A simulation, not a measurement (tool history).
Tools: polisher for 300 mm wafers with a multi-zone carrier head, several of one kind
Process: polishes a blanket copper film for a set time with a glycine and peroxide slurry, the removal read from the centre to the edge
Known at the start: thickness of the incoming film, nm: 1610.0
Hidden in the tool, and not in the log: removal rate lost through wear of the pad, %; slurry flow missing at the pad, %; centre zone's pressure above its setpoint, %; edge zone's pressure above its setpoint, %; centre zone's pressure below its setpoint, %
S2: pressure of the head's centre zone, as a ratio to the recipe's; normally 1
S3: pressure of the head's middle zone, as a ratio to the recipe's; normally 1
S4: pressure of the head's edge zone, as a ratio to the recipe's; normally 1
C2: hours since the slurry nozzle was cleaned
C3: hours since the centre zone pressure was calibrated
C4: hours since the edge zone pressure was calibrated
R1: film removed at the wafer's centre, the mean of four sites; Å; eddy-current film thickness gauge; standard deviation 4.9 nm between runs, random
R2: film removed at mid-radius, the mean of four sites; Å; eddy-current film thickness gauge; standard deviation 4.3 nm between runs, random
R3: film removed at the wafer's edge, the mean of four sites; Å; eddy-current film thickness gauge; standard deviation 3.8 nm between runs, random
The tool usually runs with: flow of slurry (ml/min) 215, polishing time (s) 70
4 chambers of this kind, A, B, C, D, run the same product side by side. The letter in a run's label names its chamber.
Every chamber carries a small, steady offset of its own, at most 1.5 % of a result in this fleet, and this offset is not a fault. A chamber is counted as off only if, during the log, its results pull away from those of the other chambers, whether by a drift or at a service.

Run 1D, hour 2.7: usual settings; wafers polished on this pad 453; C2 608.1; C3 648.7; C4 705.9. Result: R1 3883.6 Å, R2 3844.8 Å, R3 3971.9 Å.
At hour 5.1: chamber B: slurry nozzle cleaned.
Run 2B, hour 5.5: usual settings; wafers polished on this pad 743; C2 0.5; C3 807; C4 701.9. Result: R1 3881.1 Å, R2 3980 Å, R3 3858.6 Å.
Run 3C, hour 9.3: usual settings; wafers polished on this pad 545; C2 223; C3 692.6; C4 300. Result: R1 3927.5 Å, R2 3989 Å, R3 3973.4 Å.
Run 4A, hour 14.5: usual settings; wafers polished on this pad 425; C2 109.9; C3 507.4; C4 441.3. Result: R1 3894.7 Å, R2 3954.6 Å, R3 3898.1 Å.
Run 5D, hour 19.8: usual settings but polishing time (s) 81; wafers polished on this pad 601; C2 625.2; C3 665.8; C4 723. Result: R1 4433.8 Å, R2 4539.5 Å, R3 4563.9 Å.
Run 6A, hour 25.3: usual settings but polishing time (s) 81; wafers polished on this pad 518; C2 120.7; C3 518.2; C4 452.1. Result: R1 4427.2 Å, R2 4514.7 Å, R3 4493.7 Å.
Run 7C, hour 30.2: usual settings but polishing time (s) 81; wafers polished on this pad 725; C2 243.9; C3 713.5; C4 320.9. Result: R1 4513 Å, R2 4514.5 Å, R3 4441.2 Å.
Run 8B, hour 33.2: usual settings but polishing time (s) 81; wafers polished on this pad 982; C2 28.2; C3 834.7; C4 729.6. Result: R1 4454.3 Å, R2 4487.9 Å, R3 4443.1 Å.
Run 9B, hour 38.5: usual settings; wafers polished on this pad 1028; C2 33.5; C3 840; C4 734.9. Result: R1 3863.1 Å, R2 3874.5 Å, R3 3859 Å.
Run 10C, hour 44.1: usual settings; wafers polished on this pad 845; C2 257.8; C3 727.4; C4 334.8. Result: R1 3911.3 Å, R2 3885.1 Å, R3 3862 Å.
At hour 45.1: chamber A: worn pad replaced by a new one.
At hour 48: chamber B: worn pad replaced by a new one.
Run 11D, hour 48.9: usual settings; wafers polished on this pad 852; C2 654.3; C3 694.9; C4 752.1. Result: R1 3893.9 Å, R2 3898.8 Å, R3 3932.4 Å.
Run 12A, hour 54.7: usual settings; wafers polished on this pad 83; C2 150.1; C3 547.6; C4 481.5. Result: R1 3906.3 Å, R2 3890.6 Å, R3 3936.2 Å.
Run 13C, hour 57.3: usual settings; wafers polished on this pad 959; C2 271; C3 740.6; C4 348. Result: R1 3975.3 Å, R2 3901.2 Å, R3 3828.9 Å.
Run 14D, hour 63: usual settings; wafers polished on this pad 974; C2 668.4; C3 709; C4 766.2. Result: R1 3890.4 Å, R2 3905.3 Å, R3 3963.4 Å.
Run 15B, hour 65.7: usual settings; wafers polished on this pad 153; C2 60.7; C3 867.2; C4 762.1. Result: R1 3959.9 Å, R2 3879.6 Å, R3 3910.3 Å.
Run 16A, hour 70.2: usual settings; wafers polished on this pad 216; C2 165.6; C3 563.1; C4 497. Result: R1 3913.7 Å, R2 3879.2 Å, R3 3898.5 Å.
Run 17B, hour 73.7: usual settings; wafers polished on this pad 222; C2 68.7; C3 875.2; C4 770.1. Result: R1 3911.9 Å, R2 3931.2 Å, R3 3937.4 Å.
Run 18C, hour 77: usual settings; wafers polished on this pad 1129; C2 290.7; C3 760.3; C4 367.7. Result: R1 3962 Å, R2 3898.1 Å, R3 3906.9 Å.
At hour 79.9: chamber D: worn pad replaced by a new one.
At hour 80.7: chamber D: centre zone pressure recalibrated.
Run 19A, hour 80.7: usual settings; wafers polished on this pad 307; C2 176.1; C3 573.6; C4 507.5. Result: R1 3897.8 Å, R2 3905.7 Å, R3 3941 Å.
Run 20D, hour 85.3: usual settings but S3 1.1, polishing time (s) 77; wafers polished on this pad 46; C2 690.7; C3 4.6; C4 788.5. Result: R1 3844.5 Å, R2 4615.9 Å, R3 4362.8 Å.
At hour 88.2: chamber C: worn pad replaced by a new one.
Run 21C, hour 88.7: usual settings but S3 1.1, polishing time (s) 77; wafers polished on this pad 4; C2 302.4; C3 772; C4 379.4. Result: R1 4306.3 Å, R2 4672 Å, R3 4225.4 Å.
Run 22A, hour 93: usual settings but S3 1.1, polishing time (s) 77; wafers polished on this pad 413; C2 188.4; C3 585.9; C4 519.8. Result: R1 4224.3 Å, R2 4631.2 Å, R3 4318.9 Å.
Run 23B, hour 96.7: usual settings but S3 1.1, polishing time (s) 77; wafers polished on this pad 420; C2 91.7; C3 898.2; C4 793.1. Result: R1 4309.5 Å, R2 4603.4 Å, R3 4300.6 Å.
Run 24D, hour 99.5: usual settings; wafers polished on this pad 169; C2 704.9; C3 18.8; C4 802.7. Result: R1 3583.2 Å, R2 3843.7 Å, R3 3952.7 Å.
Run 25B, hour 104.4: usual settings; wafers polished on this pad 487; C2 99.4; C3 905.9; C4 800.8. Result: R1 3909.1 Å, R2 3945.1 Å, R3 3840.5 Å.
Run 26A, hour 109.1: usual settings; wafers polished on this pad 552; C2 204.5; C3 602; C4 535.9. Result: R1 3858.1 Å, R2 3864.2 Å, R3 3884.4 Å.
Run 27C, hour 112.1: usual settings; wafers polished on this pad 206; C2 325.8; C3 795.4; C4 402.8. Result: R1 3961.4 Å, R2 3942.6 Å, R3 3894 Å.
At hour 116.3: chamber D: slurry nozzle cleaned.
At hour 116.9: chamber A: edge zone pressure recalibrated.
Run 28D, hour 118: usual settings; wafers polished on this pad 329; C2 1.7; C3 37.3; C4 821.2. Result: R1 3504 Å, R2 3899.4 Å, R3 4024.2 Å.
Run 29B, hour 123.1: usual settings; wafers polished on this pad 648; C2 118.1; C3 924.6; C4 819.5. Result: R1 3869.3 Å, R2 3828 Å, R3 3841 Å.
At hour 126: chamber A: worn pad replaced by a new one.
Run 30A, hour 126.7: usual settings; wafers polished on this pad 6; C2 222.1; C3 619.6; C4 9.9. Result: R1 3930.9 Å, R2 3946.4 Å, R3 3931 Å.
Run 31D, hour 130.6: usual settings; wafers polished on this pad 438; C2 14.3; C3 49.9; C4 833.8. Result: R1 3529.6 Å, R2 3805.8 Å, R3 3887 Å.
Run 32C, hour 133.9: usual settings; wafers polished on this pad 395; C2 347.6; C3 817.2; C4 424.6. Result: R1 3953.1 Å, R2 3927.9 Å, R3 3891.1 Å.
Run 33C, hour 139.3: usual settings; wafers polished on this pad 441; C2 353; C3 822.6; C4 430. Result: R1 4017.4 Å, R2 3891.3 Å, R3 3903.4 Å.
Run 34A, hour 143: usual settings; wafers polished on this pad 147; C2 238.4; C3 635.9; C4 26.2. Result: R1 3898.6 Å, R2 3991.2 Å, R3 3876.2 Å.
Run 35D, hour 147.9: usual settings; wafers polished on this pad 587; C2 31.6; C3 67.2; C4 851.1. Result: R1 3597.7 Å, R2 3906.8 Å, R3 3986.1 Å.

Next, every chamber runs the same settings. What will each give?
Run 36A, hour 152.2: usual settings but flow of slurry (ml/min) 175. Result: R1 ?, R2 ?, R3 ?.
Run 36B, hour 152.2: usual settings but flow of slurry (ml/min) 175. Result: R1 ?, R2 ?, R3 ?.
Run 36C, hour 152.2: usual settings but flow of slurry (ml/min) 175. Result: R1 ?, R2 ?, R3 ?.
Run 36D, hour 152.2: usual settings but flow of slurry (ml/min) 175. Result: R1 ?, R2 ?, R3 ?.

run      R1      R2      R3
36A  3751.7  3785.7  3831.2
36B  3780.2  3827.4  3758.4
36C  3882.4  3901.8    3763
36D  3427.4  3768.9  3905.4

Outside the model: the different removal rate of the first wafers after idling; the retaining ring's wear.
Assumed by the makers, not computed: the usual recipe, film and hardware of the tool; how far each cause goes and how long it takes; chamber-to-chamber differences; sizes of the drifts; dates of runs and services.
